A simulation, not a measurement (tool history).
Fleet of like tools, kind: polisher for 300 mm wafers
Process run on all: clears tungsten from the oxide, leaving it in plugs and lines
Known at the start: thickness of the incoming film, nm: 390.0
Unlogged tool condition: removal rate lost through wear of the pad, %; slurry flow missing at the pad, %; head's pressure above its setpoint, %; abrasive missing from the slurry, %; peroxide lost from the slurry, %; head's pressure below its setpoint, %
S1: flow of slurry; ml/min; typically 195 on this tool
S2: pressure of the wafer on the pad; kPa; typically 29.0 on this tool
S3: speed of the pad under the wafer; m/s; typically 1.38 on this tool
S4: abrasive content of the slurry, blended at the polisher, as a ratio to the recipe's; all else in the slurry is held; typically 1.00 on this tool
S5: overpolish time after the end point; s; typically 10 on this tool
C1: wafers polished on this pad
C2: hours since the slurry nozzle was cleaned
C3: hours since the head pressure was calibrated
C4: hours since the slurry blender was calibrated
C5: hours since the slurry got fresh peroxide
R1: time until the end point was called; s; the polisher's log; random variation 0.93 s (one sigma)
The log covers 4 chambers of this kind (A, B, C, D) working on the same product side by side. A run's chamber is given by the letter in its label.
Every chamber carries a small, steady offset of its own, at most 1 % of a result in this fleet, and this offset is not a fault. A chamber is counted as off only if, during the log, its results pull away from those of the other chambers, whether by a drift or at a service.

run	hour	S1	S2	S3	S4	S5	C1	C2	C3	C4	C5	R1
# hour 0.8: chamber D: worn pad replaced by a new one
# hour 6.3: chamber D: slurry blender recalibrated
1D	13.1	195	29.0	1.38	1.00	10	194	44.0	398.5	6.9	69.2	59.235
# hour 14.3: chamber B: worn pad replaced by a new one
2C	21.4	195	29.0	1.38	1.00	10	681	318.0	849.6	57.1	127.8	59.664
# hour 31.5: chamber B: slurry tank refilled with fresh slurry and peroxide
3B	34.5	195	29.0	1.38	1.00	10	318	482.9	117.5	137.0	3.1	60.555
4A	45.2	195	29.0	1.38	1.00	10	1302	599.0	516.2	530.3	69.8	60.799
5D	54.0	195	29.0	1.38	1.00	10	837	84.9	439.4	47.8	110.1	60.326
# hour 61.4: chamber A: worn pad replaced by a new one
6B	66.9	195	29.0	1.38	1.00	10	827	515.3	149.9	169.4	35.5	60.168
# hour 67.7: chamber C: slurry tank refilled with fresh slurry and peroxide
# hour 67.7: chamber A: slurry blender recalibrated
7C	74.1	195	29.0	1.38	1.00	10	1510	370.7	902.3	109.8	6.5	60.840
8A	81.5	195	29.0	1.38	1.00	10	316	635.3	552.5	13.9	106.1	59.244
# hour 88.6: chamber B: slurry blender recalibrated
# hour 91.5: chamber D: worn pad replaced by a new one
9D	91.9	195	29.0	1.38	1.00	10	7	122.8	477.3	85.7	148.0	59.600
10A	104.7	195	29.0	1.38	1.00	10	681	658.5	575.7	37.1	129.3	59.390
# hour 113.3: chamber B: worn pad replaced by a new one
11C	116.0	195	29.0	1.38	1.00	10	2169	412.6	944.2	151.7	48.4	60.814
12B	123.3	195	29.0	1.38	1.00	10	157	571.7	206.3	34.8	91.9	60.627
13B	136.0	195	29.0	1.38	1.00	10	357	584.4	219.0	47.5	104.6	59.494
# hour 139.0: chamber D: slurry tank refilled with fresh slurry and peroxide
14D	149.3	195	29.0	1.38	1.00	10	910	180.2	534.7	143.1	10.4	57.177
# hour 150.9: chamber A: worn pad replaced by a new one
# hour 152.7: chamber B: slurry tank refilled with fresh slurry and peroxide
15C	158.2	195	29.0	1.38	1.00	10	2833	454.8	986.4	193.9	90.6	60.305
16A	164.5	195	29.0	0.92	1.00	10	214	718.3	635.5	96.9	189.1	91.261
# hour 175.1: chamber A: slurry tank refilled with fresh slurry and peroxide
17A	175.8	195	29.0	0.92	1.00	10	392	729.6	646.8	108.2	0.7	87.526
# hour 185.8: chamber D: worn pad replaced by a new one
18B	189.8	195	29.0	0.92	1.00	10	1203	638.2	272.8	101.3	37.2	89.518
19C	197.0	195	29.0	0.92	1.00	10	3443	493.6	1025.2	232.7	129.4	90.046
# hour 206.6: chamber B: worn pad replaced by a new one
20D	210.9	195	29.0	1.38	1.00	10	396	241.8	596.3	204.7	72.0	59.131
21D	222.6	145	29.0	1.38	1.00	5	580	253.5	608.0	216.4	83.7	63.060
# hour 225.3: chamber C: slurry tank refilled with fresh slurry and peroxide
22C	235.5	145	29.0	1.38	1.00	5	4049	532.1	1063.7	271.2	10.3	65.701
# hour 242.4: chamber A: worn pad replaced by a new one
23B	246.7	145	29.0	1.38	1.00	5	631	695.1	329.7	158.2	94.1	62.964
24A	258.2	145	29.0	1.38	1.00	5	248	812.0	729.2	190.6	83.1	63.958
25B	266.9	195	29.0	1.38	1.00	10	949	715.3	349.9	178.4	114.3	59.461
# hour 271.0: chamber D: worn pad replaced by a new one
26D	279.2	195	29.0	1.38	1.00	10	130	310.1	664.6	273.0	140.3	60.972
# hour 286.0: chamber B: slurry tank refilled with fresh slurry and peroxide
# hour 288.0: chamber B: worn pad replaced by a new one
# hour 289.7: chamber A: slurry nozzle cleaned
27A	293.3	195	29.0	1.38	1.00	10	800	3.6	764.3	225.7	118.2	59.026
28C	302.9	195	29.0	1.38	1.00	10	5109	599.5	1131.1	338.6	77.7	62.264
# hour 306.0: chamber B: slurry blender recalibrated
29A	310.4	195	29.0	1.38	1.00	10	1069	20.7	781.4	242.8	135.3	56.740
30B	320.9	195	29.0	1.38	1.00	10	518	769.3	403.9	14.9	34.9	60.531
# hour 329.5: chamber A: worn pad replaced by a new one
# hour 330.8: chamber D: slurry tank refilled with fresh slurry and peroxide
31C	333.4	195	29.0	1.38	1.00	10	5589	630.0	1161.6	369.1	108.2	63.475
# hour 341.6: chamber D: slurry blender recalibrated
# hour 343.9: chamber A: slurry tank refilled with fresh slurry and peroxide
32D	344.6	195	29.0	1.38	1.00	10	1159	375.5	730.0	3.1	13.9	58.673
33A	354.6	195	29.0	1.38	1.00	10	395	64.9	825.6	287.0	10.7	58.888
# hour 361.1: chamber C: slurry blender recalibrated
34C	367.6	195	29.0	1.38	1.00	10	6127	664.2	1195.8	6.6	142.4	63.470
# hour 369.8: chamber D: worn pad replaced by a new one
# hour 374.1: chamber B: worn pad replaced by a new one
35D	376.7	195	29.0	1.38	1.00	10	109	407.6	762.1	35.2	46.0	59.852
# hour 383.8: chamber C: head pressure recalibrated
36B	386.0	195	29.0	1.38	1.00	10	187	834.4	469.0	80.0	100.0	60.771
# hour 386.4: chamber C: slurry tank refilled with fresh slurry and peroxide
# hour 389.8: chamber B: head pressure recalibrated
37C	400.1	195	29.0	1.38	1.00	10	6638	696.7	16.3	39.1	13.8	63.785
# hour 407.9: chamber B: slurry tank refilled with fresh slurry and peroxide
38A	413.9	195	29.0	1.38	1.00	10	1328	124.2	884.9	346.3	70.0	60.156
# hour 427.5: chamber A: worn pad replaced by a new one
39D	428.0	195	37.9	1.38	0.85	10	916	458.9	813.4	86.5	97.3	46.763
# hour 433.5: chamber B: slurry nozzle cleaned
40B	441.4	195	37.9	1.38	0.85	10	1059	8.0	51.6	135.4	33.5	47.293
41A	451.2	195	37.9	1.38	0.85	10	373	161.5	922.2	383.6	107.3	46.212
42C	462.2	195	37.9	1.38	0.85	10	7615	758.8	78.4	101.2	75.9	51.214

Predict what each chamber gives when all 4 of them run the settings below next.
43A	472.6	195	21.4	1.38	1.00	10						?
43B	472.6	195	21.4	1.38	1.00	10						?
43C	472.6	195	21.4	1.38	1.00	10						?
43D	472.6	195	21.4	1.38	1.00	10						?

run	R1
43A	79.586
43B	80.615
43C	87.486
43D	79.842
